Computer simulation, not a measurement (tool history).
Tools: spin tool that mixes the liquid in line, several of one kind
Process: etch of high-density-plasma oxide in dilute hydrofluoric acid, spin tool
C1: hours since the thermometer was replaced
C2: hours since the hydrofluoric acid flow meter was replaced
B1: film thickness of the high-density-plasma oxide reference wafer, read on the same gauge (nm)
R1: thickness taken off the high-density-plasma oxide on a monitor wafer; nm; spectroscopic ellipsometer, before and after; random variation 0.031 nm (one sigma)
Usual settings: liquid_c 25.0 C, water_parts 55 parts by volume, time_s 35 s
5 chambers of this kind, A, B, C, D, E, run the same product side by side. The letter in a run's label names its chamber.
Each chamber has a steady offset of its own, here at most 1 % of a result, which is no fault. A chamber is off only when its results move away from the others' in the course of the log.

Run 1C, day 0.100: usual settings; C1 1374.4; C2 470.8; B1 100.010. Result: R1 4.3954 nm.
Run 2A, day 0.279: usual settings; C1 220.3; C2 1133.4; B1 99.981. Result: R1 4.3926 nm.
Run 3D, day 0.433: usual settings; C1 1193.9; C2 111.2; B1 100.040. Result: R1 4.3816 nm.
Run 4E, day 0.533: usual settings; C1 105.0; C2 945.4; B1 99.993. Result: R1 4.3500 nm.
Run 5B, day 0.700: usual settings; C1 375.8; C2 727.0; B1 100.010. Result: R1 4.3456 nm.
Run 6E, day 0.833: usual settings; C1 112.2; C2 952.6; B1 99.999. Result: R1 4.3344 nm.
Run 7C, day 0.983: usual settings; C1 1395.6; C2 492.0; B1 100.000. Result: R1 4.4162 nm.
Run 8D, day 1.092: usual settings; C1 1209.7; C2 127.0; B1 100.040. Result: R1 4.3556 nm.
Run 9B, day 1.238: usual settings; C1 388.7; C2 739.9; B1 99.984. Result: R1 4.4356 nm.
Run 10A, day 1.358: usual settings; C1 246.2; C2 1159.3; B1 99.996. Result: R1 4.4271 nm.
Run 11A, day 1.550: usual settings; C1 250.8; C2 1163.9; B1 100.030. Result: R1 4.3831 nm.
Run 12E, day 1.658: usual settings; C1 132.0; C2 972.4; B1 100.020. Result: R1 4.3759 nm.
Run 13C, day 1.825: usual settings; C1 1415.8; C2 512.2; B1 100.030. Result: R1 4.4453 nm.
Run 14B, day 1.988: usual settings; C1 406.7; C2 757.9; B1 100.020. Result: R1 4.4036 nm.
Run 15D, day 2.175: usual settings but liquid_c 27.5 C; C1 1235.7; C2 153.0; B1 100.010. Result: R1 4.8520 nm.
Run 16E, day 2.358: usual settings but liquid_c 27.5 C; C1 148.8; C2 989.2; B1 100.020. Result: R1 4.8401 nm.
Run 17B, day 2.471: usual settings but liquid_c 27.5 C; C1 418.3; C2 769.5; B1 100.010. Result: R1 4.8107 nm.
Run 18C, day 2.625: usual settings but liquid_c 27.5 C; C1 1435.0; C2 531.4; B1 99.982. Result: R1 4.9803 nm.
Run 19D, day 2.779: usual settings but liquid_c 27.5 C; C1 1250.2; C2 167.5; B1 99.981. Result: R1 4.8214 nm.
At day 2.946: chamber B: hydrofluoric acid flow meter replaced.
Run 20A, day 2.958: usual settings; C1 284.6; C2 1197.7; B1 99.995. Result: R1 4.3926 nm.
Run 21B, day 3.108: usual settings; C1 433.6; C2 4.0; B1 100.020. Result: R1 4.3631 nm.
Run 22C, day 3.233: usual settings; C1 1449.6; C2 546.0; B1 99.979. Result: R1 4.5734 nm.
At day 3.300: chamber A: hydrofluoric acid flow meter replaced.
Run 23D, day 3.338: usual settings; C1 1263.6; C2 180.9; B1 100.010. Result: R1 4.3543 nm.
Run 24E, day 3.508: usual settings but liquid_c 29.0 C, time_s 45 s; C1 176.4; C2 1016.8; B1 99.995. Result: R1 6.6049 nm.
Run 25A, day 3.629: usual settings but liquid_c 29.0 C, time_s 45 s; C1 300.7; C2 8.0; B1 100.020. Result: R1 6.6747 nm.
Run 26C, day 3.788: usual settings but liquid_c 29.0 C, time_s 45 s; C1 1462.9; C2 559.3; B1 100.030. Result: R1 6.9500 nm.
Run 27B, day 3.929: usual settings but liquid_c 29.0 C, time_s 45 s; C1 453.3; C2 23.7; B1 100.000. Result: R1 6.5944 nm.
Run 28E, day 4.071: usual settings but liquid_c 29.0 C, time_s 45 s; C1 189.9; C2 1030.3; B1 100.010. Result: R1 6.6802 nm.
Run 29A, day 4.192: usual settings; C1 314.2; C2 21.5; B1 100.020. Result: R1 4.3887 nm.
Run 30D, day 4.346: usual settings; C1 1287.8; C2 205.1; B1 100.000. Result: R1 4.4336 nm.
Run 31E, day 4.529: usual settings; C1 200.9; C2 1041.3; B1 99.995. Result: R1 4.4163 nm.
Run 32D, day 4.692: usual settings; C1 1296.1; C2 213.4; B1 100.010. Result: R1 4.3875 nm.

Next, every chamber runs the same settings. What will each give?
Run 33A, day 4.829: usual settings but water_parts 85 parts by volume. Result: R1 ?.
Run 33B, day 4.829: usual settings but water_parts 85 parts by volume. Result: R1 ?.
Run 33C, day 4.829: usual settings but water_parts 85 parts by volume. Result: R1 ?.
Run 33D, day 4.829: usual settings but water_parts 85 parts by volume. Result: R1 ?.
Run 33E, day 4.829: usual settings but water_parts 85 parts by volume. Result: R1 ?.

run      R1
33A  2.7516
33B  2.7298
33C  2.9297
33D  2.7405
33E  2.7196
